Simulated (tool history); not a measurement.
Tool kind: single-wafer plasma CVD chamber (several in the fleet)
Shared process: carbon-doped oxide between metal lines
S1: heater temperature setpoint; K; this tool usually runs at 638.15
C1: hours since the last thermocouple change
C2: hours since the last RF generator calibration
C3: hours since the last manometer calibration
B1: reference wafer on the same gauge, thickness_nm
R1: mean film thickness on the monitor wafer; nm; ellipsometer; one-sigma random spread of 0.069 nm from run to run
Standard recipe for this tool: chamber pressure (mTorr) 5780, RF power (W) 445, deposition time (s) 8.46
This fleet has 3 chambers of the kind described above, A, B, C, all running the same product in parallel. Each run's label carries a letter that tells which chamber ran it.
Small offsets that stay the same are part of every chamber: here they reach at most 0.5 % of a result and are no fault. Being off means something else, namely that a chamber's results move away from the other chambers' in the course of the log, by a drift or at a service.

run 1B hour=3.8 | S1=638.15 chamber_pressure_(mTorr)=5780 RF_power_(W)=445 deposition_time_(s)=8.46 | C1=461.9 C2=2334.7 C3=2875.1 | B1=34.209 | R1=40.130
run 2C hour=8.8 | S1=638.15 chamber_pressure_(mTorr)=5780 RF_power_(W)=445 deposition_time_(s)=8.46 | C1=1544.4 C2=1526.9 C3=558.1 | B1=34.182 | R1=40.139
run 3A hour=11.6 | S1=638.15 chamber_pressure_(mTorr)=5780 RF_power_(W)=445 deposition_time_(s)=8.46 | C1=90.3 C2=773.9 C3=1285.0 | B1=34.171 | R1=39.852
run 4A hour=14.4 | S1=638.15 chamber_pressure_(mTorr)=5780 RF_power_(W)=445 deposition_time_(s)=8.46 | C1=93.1 C2=776.7 C3=1287.8 | B1=34.170 | R1=39.764
run 5C hour=18.3 | S1=638.15 chamber_pressure_(mTorr)=5780 RF_power_(W)=445 deposition_time_(s)=8.46 | C1=1553.9 C2=1536.4 C3=567.6 | B1=34.159 | R1=39.971
run 6B hour=22.5 | S1=638.15 chamber_pressure_(mTorr)=5780 RF_power_(W)=445 deposition_time_(s)=8.46 | C1=480.6 C2=2353.4 C3=2893.8 | B1=34.143 | R1=40.225
run 7B hour=28.2 | S1=638.15 chamber_pressure_(mTorr)=5780 RF_power_(W)=445 deposition_time_(s)=8.46 | C1=486.3 C2=2359.1 C3=2899.5 | B1=34.140 | R1=40.165
run 8A hour=31.5 | S1=638.15 chamber_pressure_(mTorr)=5780 RF_power_(W)=445 deposition_time_(s)=8.46 | C1=110.2 C2=793.8 C3=1304.9 | B1=34.143 | R1=39.732
run 9C hour=36.9 | S1=638.15 chamber_pressure_(mTorr)=5780 RF_power_(W)=490 deposition_time_(s)=8.46 | C1=1572.5 C2=1555.0 C3=586.2 | B1=34.119 | R1=42.668
-- hour=37.2 chamber B: capacitance manometer re-zeroed and calibrated
run 10C hour=42.3 | S1=638.15 chamber_pressure_(mTorr)=5780 RF_power_(W)=490 deposition_time_(s)=8.46 | C1=1577.9 C2=1560.4 C3=591.6 | B1=34.122 | R1=42.708
-- hour=45.0 chamber B: RF generator calibrated
run 11B hour=47.0 | S1=638.15 chamber_pressure_(mTorr)=5780 RF_power_(W)=490 deposition_time_(s)=8.46 | C1=505.1 C2=2.0 C3=9.8 | B1=34.094 | R1=42.723
run 12A hour=50.9 | S1=638.15 chamber_pressure_(mTorr)=5780 RF_power_(W)=410 deposition_time_(s)=6.89 | C1=129.6 C2=813.2 C3=1324.3 | B1=34.099 | R1=30.511
run 13A hour=54.4 | S1=638.15 chamber_pressure_(mTorr)=5780 RF_power_(W)=410 deposition_time_(s)=6.89 | C1=133.1 C2=816.7 C3=1327.8 | B1=34.085 | R1=30.380
run 14B hour=58.7 | S1=638.15 chamber_pressure_(mTorr)=5780 RF_power_(W)=410 deposition_time_(s)=6.89 | C1=516.8 C2=13.7 C3=21.5 | B1=34.079 | R1=30.776
run 15C hour=62.2 | S1=638.15 chamber_pressure_(mTorr)=5780 RF_power_(W)=445 deposition_time_(s)=8.46 | C1=1597.8 C2=1580.3 C3=611.5 | B1=34.081 | R1=40.053
run 16B hour=67.1 | S1=638.15 chamber_pressure_(mTorr)=5780 RF_power_(W)=375 deposition_time_(s)=7.54 | C1=525.2 C2=22.1 C3=29.9 | B1=34.066 | R1=31.382
run 17C hour=72.5 | S1=638.15 chamber_pressure_(mTorr)=5780 RF_power_(W)=375 deposition_time_(s)=7.54 | C1=1608.1 C2=1590.6 C3=621.8 | B1=34.034 | R1=31.343
run 18A hour=77.2 | S1=638.15 chamber_pressure_(mTorr)=5780 RF_power_(W)=375 deposition_time_(s)=7.54 | C1=155.9 C2=839.5 C3=1350.6 | B1=34.056 | R1=31.081
run 19A hour=80.4 | S1=638.15 chamber_pressure_(mTorr)=5780 RF_power_(W)=445 deposition_time_(s)=8.46 | C1=159.1 C2=842.7 C3=1353.8 | B1=34.061 | R1=39.600
-- hour=83.0 chamber C: RF generator calibrated
run 20B hour=83.4 | S1=638.15 chamber_pressure_(mTorr)=5780 RF_power_(W)=475 deposition_time_(s)=8.46 | C1=541.5 C2=38.4 C3=46.2 | B1=34.047 | R1=41.846
run 21C hour=86.7 | S1=638.15 chamber_pressure_(mTorr)=5780 RF_power_(W)=475 deposition_time_(s)=8.46 | C1=1622.3 C2=3.7 C3=636.0 | B1=34.021 | R1=41.759
run 22C hour=92.6 | S1=638.15 chamber_pressure_(mTorr)=5780 RF_power_(W)=475 deposition_time_(s)=8.46 | C1=1628.2 C2=9.6 C3=641.9 | B1=34.008 | R1=41.663
run 23B hour=97.5 | S1=638.15 chamber_pressure_(mTorr)=5780 RF_power_(W)=445 deposition_time_(s)=8.46 | C1=555.6 C2=52.5 C3=60.3 | B1=34.003 | R1=39.994
run 24A hour=100.2 | S1=638.15 chamber_pressure_(mTorr)=5780 RF_power_(W)=445 deposition_time_(s)=8.46 | C1=178.9 C2=862.5 C3=1373.6 | B1=34.003 | R1=39.454
run 25A hour=105.6 | S1=638.15 chamber_pressure_(mTorr)=5780 RF_power_(W)=445 deposition_time_(s)=8.46 | C1=184.3 C2=867.9 C3=1379.0 | B1=34.001 | R1=39.576
run 26B hour=109.5 | S1=638.15 chamber_pressure_(mTorr)=5780 RF_power_(W)=445 deposition_time_(s)=8.46 | C1=567.6 C2=64.5 C3=72.3 | B1=33.975 | R1=39.864
run 27C hour=115.0 | S1=638.15 chamber_pressure_(mTorr)=5780 RF_power_(W)=445 deposition_time_(s)=8.46 | C1=1650.6 C2=32.0 C3=664.3 | B1=33.963 | R1=39.875
run 28A hour=117.7 | S1=638.15 chamber_pressure_(mTorr)=5780 RF_power_(W)=445 deposition_time_(s)=8.46 | C1=196.4 C2=880.0 C3=1391.1 | B1=33.976 | R1=39.515

Which is it: a chamber that has drifted or been left off by a service, a gauge drift common to all chambers, or only each chamber's usual small offset? If a chamber is off, name it and its likeliest cause.

No chamber is off; the gauge reading every chamber's wafers drifts, which makes the whole fleet appear to move together.
What lies behind it: gauge reads low (%) = 0.712.
